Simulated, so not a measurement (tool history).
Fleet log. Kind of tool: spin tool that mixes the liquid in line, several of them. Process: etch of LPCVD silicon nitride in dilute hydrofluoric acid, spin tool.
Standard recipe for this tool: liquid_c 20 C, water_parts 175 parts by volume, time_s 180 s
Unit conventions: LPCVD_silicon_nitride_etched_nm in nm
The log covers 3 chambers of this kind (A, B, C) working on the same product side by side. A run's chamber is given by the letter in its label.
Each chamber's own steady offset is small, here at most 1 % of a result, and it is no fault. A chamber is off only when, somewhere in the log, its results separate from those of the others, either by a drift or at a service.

run  hour  liquid_c  water_parts  time_s  hours since the thermometer was replaced  hours since the hydrofluoric acid flow meter was replaced  read-back film thickness of the LPCVD silicon nitride reference wafer, read on the same gauge (nm)  LPCVD_silicon_nitride_etched_nm
 1B   2.9        20          175     180                                      56.7                                                     1458.1                                                                                              120.04                           0.3886
 2A     6        20          175     180                                    1456.6                                                      272.4                                                                                              119.97                          0.43361
 3C    10        20          175     180                                     555.3                                                      299.2                                                                                              120.01                          0.38526
 4C  12.2        20          175     180                                     557.5                                                      301.4                                                                                              120.03                          0.37192
 5A    16        20          175     180                                    1466.6                                                      282.4                                                                                              120.07                          0.40143
 6B  18.5        20          175     180                                      72.3                                                     1473.7                                                                                              119.98                          0.40721
 7B  22.5        20          175     180                                      76.3                                                     1477.7                                                                                              119.96                          0.35943
 8A  26.5        20          175     180                                    1477.1                                                      292.9                                                                                              120.04                          0.37577
 9C    29        20          175     180                                     574.3                                                      318.2                                                                                              120.07                          0.42827
10A  32.5        20          175     180                                    1483.1                                                      298.9                                                                                              120.02                          0.42076
11B  36.6        20          175     180                                      90.4                                                     1491.8                                                                                              120.01                           0.3867
12C    40        20          175     180                                     585.3                                                      329.2                                                                                              120.03                          0.42914
13C  43.6        20          175     180                                     588.9                                                      332.8                                                                                              119.98                          0.43683
14B  45.7        20          175     180                                      99.5                                                     1500.9                                                                                              120.02                          0.34742
15A    50        20          175     180                                    1500.6                                                      316.4                                                                                              120.05                          0.40135
16B  52.5        20          175     180                                     106.3                                                     1507.7                                                                                              119.96                          0.39157
17C  55.7        20          175     180                                       601                                                      344.9                                                                                              119.99                          0.38783
18A  59.9        20          175     180                                    1510.5                                                      326.3                                                                                              120.05                          0.37758
19B  62.1        20          175     180                                     115.9                                                     1517.3                                                                                              120.01                          0.34405
20A  64.7      22.5          175     275                                    1515.3                                                      331.1                                                                                              119.94                          0.71839
21C    67      22.5          175     275                                     612.3                                                      356.2                                                                                              120.02                          0.67956

Has any chamber moved away from the others, gradually or after a service, or does the common gauge drift, or do the chambers differ only by their own small steady offsets? State the chamber and the most likely cause if one applies.

Neither any chamber nor the gauge drifts; the chambers differ only by their own small, steady offsets.
